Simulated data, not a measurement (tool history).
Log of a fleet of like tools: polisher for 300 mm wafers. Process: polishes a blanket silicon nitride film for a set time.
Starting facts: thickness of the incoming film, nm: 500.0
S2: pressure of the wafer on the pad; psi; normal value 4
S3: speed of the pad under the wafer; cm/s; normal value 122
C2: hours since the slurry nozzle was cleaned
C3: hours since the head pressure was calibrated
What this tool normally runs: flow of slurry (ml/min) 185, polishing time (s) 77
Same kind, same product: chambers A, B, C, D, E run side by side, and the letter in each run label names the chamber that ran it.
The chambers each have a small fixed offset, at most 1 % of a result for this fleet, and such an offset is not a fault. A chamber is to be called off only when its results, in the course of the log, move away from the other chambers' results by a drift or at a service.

{"run": "1A", "hour": 7.0, "flow of slurry (ml/min)": 185, "S2": 4, "S3": 122, "polishing time (s)": 77, "wafers polished on this pad": 770, "C2": 435.6, "C3": 354.6, "film removed (Å)": 2133.5}
{"hour": 10.1, "done": "chamber D: head pressure recalibrated"}
{"hour": 14.2, "done": "chamber A: worn pad replaced by a new one"}
{"run": "2E", "hour": 17.1, "flow of slurry (ml/min)": 185, "S2": 4, "S3": 122, "polishing time (s)": 77, "wafers polished on this pad": 572, "C2": 343.7, "C3": 376.2, "film removed (Å)": 2061}
{"hour": 21.0, "done": "chamber C: worn pad replaced by a new one"}
{"run": "3D", "hour": 26.4, "flow of slurry (ml/min)": 185, "S2": 4, "S3": 122, "polishing time (s)": 77, "wafers polished on this pad": 634, "C2": 133.9, "C3": 16.3, "film removed (Å)": 2041.4}
{"run": "4B", "hour": 34.3, "flow of slurry (ml/min)": 185, "S2": 4, "S3": 122, "polishing time (s)": 77, "wafers polished on this pad": 1273, "C2": 37.7, "C3": 255.1, "film removed (Å)": 2110.9}
{"hour": 37.6, "done": "chamber B: worn pad replaced by a new one"}
{"run": "5C", "hour": 41.5, "flow of slurry (ml/min)": 185, "S2": 4, "S3": 122, "polishing time (s)": 77, "wafers polished on this pad": 228, "C2": 572.7, "C3": 998.8, "film removed (Å)": 2087.3}
{"run": "6B", "hour": 51.0, "flow of slurry (ml/min)": 185, "S2": 4, "S3": 122, "polishing time (s)": 77, "wafers polished on this pad": 149, "C2": 54.4, "C3": 271.8, "film removed (Å)": 2089.3}
{"hour": 58.4, "done": "chamber E: slurry nozzle cleaned"}
{"run": "7C", "hour": 60.5, "flow of slurry (ml/min)": 185, "S2": 4, "S3": 122, "polishing time (s)": 77, "wafers polished on this pad": 440, "C2": 591.7, "C3": 1017.8, "film removed (Å)": 2020.1}
{"hour": 64.3, "done": "chamber D: worn pad replaced by a new one"}
{"run": "8A", "hour": 68.9, "flow of slurry (ml/min)": 185, "S2": 4, "S3": 122, "polishing time (s)": 77, "wafers polished on this pad": 609, "C2": 497.5, "C3": 416.5, "film removed (Å)": 2093.7}
{"run": "9D", "hour": 76.4, "flow of slurry (ml/min)": 185, "S2": 4, "S3": 122, "polishing time (s)": 77, "wafers polished on this pad": 134, "C2": 183.9, "C3": 66.3, "film removed (Å)": 2077.4}
{"hour": 78.0, "done": "chamber E: worn pad replaced by a new one"}
{"run": "10E", "hour": 83.0, "flow of slurry (ml/min)": 185, "S2": 4, "S3": 122, "polishing time (s)": 77, "wafers polished on this pad": 56, "C2": 24.7, "C3": 442.1, "film removed (Å)": 2029.9}
{"run": "11C", "hour": 94.1, "flow of slurry (ml/min)": 185, "S2": 4, "S3": 122, "polishing time (s)": 77, "wafers polished on this pad": 813, "C2": 625.3, "C3": 1051.4, "film removed (Å)": 2018.5}
{"hour": 100.4, "done": "chamber A: worn pad replaced by a new one"}
{"run": "12D", "hour": 102.9, "flow of slurry (ml/min)": 185, "S2": 4, "S3": 122, "polishing time (s)": 77, "wafers polished on this pad": 429, "C2": 210.4, "C3": 92.8, "film removed (Å)": 2117.6}
{"run": "13E", "hour": 110.4, "flow of slurry (ml/min)": 185, "S2": 4, "S3": 122, "polishing time (s)": 77, "wafers polished on this pad": 361, "C2": 52.1, "C3": 469.5, "film removed (Å)": 2070.5}
{"hour": 112.9, "done": "chamber C: worn pad replaced by a new one"}
{"run": "14A", "hour": 120.5, "flow of slurry (ml/min)": 185, "S2": 4, "S3": 122, "polishing time (s)": 77, "wafers polished on this pad": 223, "C2": 549.1, "C3": 468.1, "film removed (Å)": 2083}
{"run": "15B", "hour": 127.4, "flow of slurry (ml/min)": 185, "S2": 4, "S3": 122, "polishing time (s)": 77, "wafers polished on this pad": 998, "C2": 130.8, "C3": 348.2, "film removed (Å)": 2057.4}
{"hour": 134.2, "done": "chamber C: slurry nozzle cleaned"}
{"run": "16D", "hour": 134.5, "flow of slurry (ml/min)": 185, "S2": 4, "S3": 122, "polishing time (s)": 77, "wafers polished on this pad": 780, "C2": 242, "C3": 124.4, "film removed (Å)": 2080.2}
{"hour": 136.7, "done": "chamber A: slurry nozzle cleaned"}
{"run": "17C", "hour": 145.2, "flow of slurry (ml/min)": 185, "S2": 4, "S3": 122, "polishing time (s)": 77, "wafers polished on this pad": 359, "C2": 11, "C3": 1102.5, "film removed (Å)": 2054.4}
{"run": "18A", "hour": 156.4, "flow of slurry (ml/min)": 185, "S2": 4, "S3": 122, "polishing time (s)": 77, "wafers polished on this pad": 623, "C2": 19.8, "C3": 504, "film removed (Å)": 2087.2}
{"hour": 159.0, "done": "chamber D: worn pad replaced by a new one"}
{"run": "19E", "hour": 167.9, "flow of slurry (ml/min)": 185, "S2": 4, "S3": 122, "polishing time (s)": 77, "wafers polished on this pad": 1000, "C2": 109.6, "C3": 527, "film removed (Å)": 2031.2}
{"hour": 171.6, "done": "chamber C: head pressure recalibrated"}
{"hour": 173.2, "done": "chamber A: worn pad replaced by a new one"}
{"hour": 177.0, "done": "chamber B: worn pad replaced by a new one"}
{"run": "20B", "hour": 179.5, "flow of slurry (ml/min)": 185, "S2": 4, "S3": 122, "polishing time (s)": 77, "wafers polished on this pad": 28, "C2": 182.9, "C3": 400.3, "film removed (Å)": 2077.2}
{"run": "21A", "hour": 191.5, "flow of slurry (ml/min)": 185, "S2": 4, "S3": 122, "polishing time (s)": 77, "wafers polished on this pad": 204, "C2": 54.9, "C3": 539.1, "film removed (Å)": 2104.4}
{"hour": 201.1, "done": "chamber C: worn pad replaced by a new one"}
{"run": "22E", "hour": 202.1, "flow of slurry (ml/min)": 185, "S2": 4, "S3": 106, "polishing time (s)": 77, "wafers polished on this pad": 1380, "C2": 143.8, "C3": 561.2, "film removed (Å)": 1824.1}
{"run": "23B", "hour": 213.0, "flow of slurry (ml/min)": 185, "S2": 4, "S3": 106, "polishing time (s)": 77, "wafers polished on this pad": 400, "C2": 216.4, "C3": 433.8, "film removed (Å)": 1827.4}
{"hour": 216.4, "done": "chamber E: worn pad replaced by a new one"}
{"run": "24D", "hour": 225.1, "flow of slurry (ml/min)": 185, "S2": 4, "S3": 106, "polishing time (s)": 77, "wafers polished on this pad": 735, "C2": 332.6, "C3": 215, "film removed (Å)": 1822.8}
{"run": "25C", "hour": 235.6, "flow of slurry (ml/min)": 185, "S2": 4, "S3": 106, "polishing time (s)": 77, "wafers polished on this pad": 384, "C2": 101.4, "C3": 64, "film removed (Å)": 1925.6}
{"run": "26A", "hour": 241.3, "flow of slurry (ml/min)": 185, "S2": 4, "S3": 106, "polishing time (s)": 77, "wafers polished on this pad": 758, "C2": 104.7, "C3": 588.9, "film removed (Å)": 1921.7}
{"hour": 243.6, "done": "chamber D: worn pad replaced by a new one"}
{"hour": 245.0, "done": "chamber A: worn pad replaced by a new one"}
{"run": "27D", "hour": 251.9, "flow of slurry (ml/min)": 185, "S2": 4, "S3": 122, "polishing time (s)": 77, "wafers polished on this pad": 92, "C2": 359.4, "C3": 241.8, "film removed (Å)": 2061.9}
{"run": "28B", "hour": 265.0, "flow of slurry (ml/min)": 185, "S2": 4, "S3": 158, "polishing time (s)": 77, "wafers polished on this pad": 979, "C2": 268.4, "C3": 485.8, "film removed (Å)": 2615.1}
{"run": "29C", "hour": 272.8, "flow of slurry (ml/min)": 185, "S2": 4, "S3": 158, "polishing time (s)": 77, "wafers polished on this pad": 797, "C2": 138.6, "C3": 101.2, "film removed (Å)": 2557}
{"hour": 282.1, "done": "chamber C: worn pad replaced by a new one"}
{"run": "30E", "hour": 285.9, "flow of slurry (ml/min)": 185, "S2": 4, "S3": 158, "polishing time (s)": 77, "wafers polished on this pad": 773, "C2": 227.6, "C3": 645, "film removed (Å)": 2542.2}
{"run": "31A", "hour": 296.4, "flow of slurry (ml/min)": 185, "S2": 4, "S3": 158, "polishing time (s)": 77, "wafers polished on this pad": 572, "C2": 159.8, "C3": 644, "film removed (Å)": 2518.3}
{"run": "32E", "hour": 307.8, "flow of slurry (ml/min)": 185, "S2": 4, "S3": 158, "polishing time (s)": 77, "wafers polished on this pad": 1017, "C2": 249.5, "C3": 666.9, "film removed (Å)": 2544.1}
{"hour": 316.0, "done": "chamber A: worn pad replaced by a new one"}
{"hour": 319.4, "done": "chamber B: worn pad replaced by a new one"}
{"run": "33C", "hour": 320.8, "flow of slurry (ml/min)": 185, "S2": 4, "S3": 122, "polishing time (s)": 77, "wafers polished on this pad": 431, "C2": 186.6, "C3": 149.2, "film removed (Å)": 2058.8}
{"run": "34B", "hour": 327.9, "flow of slurry (ml/min)": 185, "S2": 4, "S3": 122, "polishing time (s)": 77, "wafers polished on this pad": 95, "C2": 331.3, "C3": 548.7, "film removed (Å)": 2088.7}
{"run": "35D", "hour": 338.1, "flow of slurry (ml/min)": 185, "S2": 4, "S3": 122, "polishing time (s)": 77, "wafers polished on this pad": 1051, "C2": 445.6, "C3": 328, "film removed (Å)": 2060.5}
{"hour": 344.1, "done": "chamber D: worn pad replaced by a new one"}
{"run": "36D", "hour": 345.6, "flow of slurry (ml/min)": 145, "S2": 4, "S3": 122, "polishing time (s)": 77, "wafers polished on this pad": 17, "C2": 453.1, "C3": 335.5, "film removed (Å)": 2004.7}
{"hour": 346.3, "done": "chamber E: worn pad replaced by a new one"}
{"run": "37B", "hour": 352.5, "flow of slurry (ml/min)": 145, "S2": 4, "S3": 122, "polishing time (s)": 77, "wafers polished on this pad": 368, "C2": 355.9, "C3": 573.3, "film removed (Å)": 2021.9}
{"run": "38E", "hour": 358.2, "flow of slurry (ml/min)": 145, "S2": 4, "S3": 122, "polishing time (s)": 77, "wafers polished on this pad": 133, "C2": 299.9, "C3": 717.3, "film removed (Å)": 1976.7}
{"hour": 362.5, "done": "chamber C: worn pad replaced by a new one"}
{"run": "39A", "hour": 368.4, "flow of slurry (ml/min)": 145, "S2": 4, "S3": 122, "polishing time (s)": 77, "wafers polished on this pad": 583, "C2": 231.8, "C3": 716, "film removed (Å)": 2012.2}
{"run": "40C", "hour": 379.1, "flow of slurry (ml/min)": 145, "S2": 4, "S3": 122, "polishing time (s)": 77, "wafers polished on this pad": 185, "C2": 244.9, "C3": 207.5, "film removed (Å)": 1963.6}
{"run": "41E", "hour": 392.2, "flow of slurry (ml/min)": 185, "S2": 4, "S3": 122, "polishing time (s)": 77, "wafers polished on this pad": 511, "C2": 333.9, "C3": 751.3, "film removed (Å)": 2085.1}
{"hour": 395.7, "done": "chamber A: worn pad replaced by a new one"}
{"run": "42D", "hour": 397.8, "flow of slurry (ml/min)": 185, "S2": 2.8, "S3": 122, "polishing time (s)": 77, "wafers polished on this pad": 597, "C2": 505.3, "C3": 387.7, "film removed (Å)": 1489}
{"run": "43A", "hour": 407.9, "flow of slurry (ml/min)": 185, "S2": 2.8, "S3": 122, "polishing time (s)": 77, "wafers polished on this pad": 136, "C2": 271.3, "C3": 755.5, "film removed (Å)": 1454}
{"run": "44B", "hour": 417.1, "flow of slurry (ml/min)": 185, "S2": 2.8, "S3": 122, "polishing time (s)": 77, "wafers polished on this pad": 1087, "C2": 420.5, "C3": 637.9, "film removed (Å)": 1451.5}

What goes on in this fleet: one chamber off, a drifting gauge, or nothing beyond the chambers' own small offsets? Name the chamber and the cause, if any.

All chambers stay in line apart from their small fixed offsets, and the gauge does not drift.
